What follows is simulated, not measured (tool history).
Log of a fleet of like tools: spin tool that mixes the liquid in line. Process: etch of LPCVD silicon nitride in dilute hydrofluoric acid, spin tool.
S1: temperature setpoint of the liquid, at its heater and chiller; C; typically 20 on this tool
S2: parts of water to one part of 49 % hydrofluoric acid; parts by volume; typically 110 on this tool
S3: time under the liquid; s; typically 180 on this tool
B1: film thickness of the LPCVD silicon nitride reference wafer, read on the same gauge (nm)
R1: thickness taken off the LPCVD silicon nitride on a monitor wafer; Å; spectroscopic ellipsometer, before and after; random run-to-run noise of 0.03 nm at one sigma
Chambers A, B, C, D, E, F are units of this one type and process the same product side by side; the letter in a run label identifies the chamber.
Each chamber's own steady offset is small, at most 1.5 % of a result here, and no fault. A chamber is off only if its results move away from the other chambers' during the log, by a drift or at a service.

run 1F day=0.242 | S1=20 S2=110 S3=180 | B1=89.998 | R1=6.0236
-- day=0.567 chamber A: thermometer replaced
run 2E day=0.579 | S1=20 S2=110 S3=180 | B1=89.986 | R1=5.4923
run 3D day=0.967 | S1=20 S2=110 S3=180 | B1=90.009 | R1=6.0018
run 4C day=1.362 | S1=20 S2=110 S3=180 | B1=90.002 | R1=6.1618
run 5A day=1.592 | S1=20 S2=110 S3=180 | B1=89.970 | R1=5.1655
run 6B day=1.925 | S1=20 S2=110 S3=180 | B1=90.004 | R1=5.7525
run 7F day=2.167 | S1=20 S2=110 S3=180 | B1=90.022 | R1=5.5660
run 8A day=2.583 | S1=20 S2=110 S3=180 | B1=90.012 | R1=5.9086
run 9C day=2.942 | S1=20 S2=110 S3=180 | B1=90.006 | R1=6.0871
run 10D day=3.150 | S1=20 S2=110 S3=180 | B1=89.989 | R1=6.1499
-- day=3.396 chamber D: hydrofluoric acid flow meter replaced
run 11B day=3.529 | S1=20 S2=110 S3=265 | B1=90.010 | R1=7.8156
run 12E day=3.775 | S1=20 S2=110 S3=265 | B1=90.000 | R1=8.6709
-- day=3.833 chamber F: thermometer replaced
-- day=4.008 chamber C: hydrofluoric acid flow meter replaced
run 13A day=4.212 | S1=20 S2=110 S3=265 | B1=89.992 | R1=8.5591
run 14F day=4.479 | S1=20 S2=110 S3=265 | B1=89.984 | R1=8.2340
run 15E day=4.788 | S1=20 S2=110 S3=265 | B1=89.979 | R1=9.0776
run 16C day=5.083 | S1=20 S2=110 S3=265 | B1=90.011 | R1=8.7175
run 17B day=5.471 | S1=20 S2=110 S3=180 | B1=89.989 | R1=6.3784
-- day=5.579 chamber E: hydrofluoric acid flow meter replaced
run 18D day=5.812 | S1=20 S2=110 S3=180 | B1=89.977 | R1=6.1507
run 19D day=6.017 | S1=20 S2=110 S3=180 | B1=90.030 | R1=6.3888
run 20B day=6.317 | S1=20 S2=110 S3=180 | B1=89.992 | R1=5.9236
run 21C day=6.671 | S1=20 S2=110 S3=180 | B1=89.999 | R1=6.3655
run 22E day=7.121 | S1=20 S2=110 S3=180 | B1=90.045 | R1=5.7888
run 23F day=7.388 | S1=20 S2=110 S3=180 | B1=90.002 | R1=6.1441
run 24A day=7.733 | S1=20 S2=110 S3=180 | B1=90.026 | R1=6.5238
-- day=7.825 chamber C: thermometer replaced
run 25D day=7.946 | S1=20 S2=110 S3=180 | B1=89.952 | R1=5.8208
run 26F day=8.154 | S1=20 S2=110 S3=180 | B1=90.013 | R1=5.4289
run 27E day=8.467 | S1=20 S2=110 S3=180 | B1=89.984 | R1=5.4129
run 28A day=8.800 | S1=20 S2=110 S3=180 | B1=89.981 | R1=5.6936
run 29B day=9.104 | S1=20 S2=110 S3=180 | B1=89.961 | R1=6.0164
run 30C day=9.496 | S1=20 S2=110 S3=180 | B1=90.004 | R1=5.7642
run 31B day=9.812 | S1=20 S2=60 S3=180 | B1=89.985 | R1=10.6170
run 32A day=10.017 | S1=20 S2=60 S3=180 | B1=89.983 | R1=10.6890
run 33F day=10.342 | S1=20 S2=60 S3=180 | B1=90.028 | R1=10.6150
run 34E day=10.683 | S1=20 S2=60 S3=180 | B1=89.979 | R1=10.8900
run 35C day=11.004 | S1=20 S2=60 S3=180 | B1=89.996 | R1=9.9759
run 36D day=11.200 | S1=20 S2=60 S3=180 | B1=90.022 | R1=11.2290
run 37B day=11.446 | S1=20 S2=110 S3=180 | B1=90.004 | R1=5.7433
run 38A day=11.746 | S1=20 S2=110 S3=180 | B1=89.970 | R1=5.6467
run 39C day=11.967 | S1=20 S2=110 S3=180 | B1=89.969 | R1=5.8084
run 40F day=12.208 | S1=24 S2=110 S3=180 | B1=90.014 | R1=7.3974
run 41E day=12.517 | S1=24 S2=110 S3=180 | B1=89.981 | R1=7.5489
run 42D day=12.762 | S1=24 S2=110 S3=180 | B1=89.993 | R1=6.8674
run 43F day=13.192 | S1=24 S2=110 S3=180 | B1=89.995 | R1=7.6447
run 44A day=13.396 | S1=24 S2=110 S3=180 | B1=90.015 | R1=7.8532

Does one chamber stand apart from the rest, does the shared gauge drift, or is all well apart from small per-chamber offsets? Give the chamber and the most likely cause, where there is one.

All chambers stay in line apart from their small fixed offsets, and the gauge does not drift.
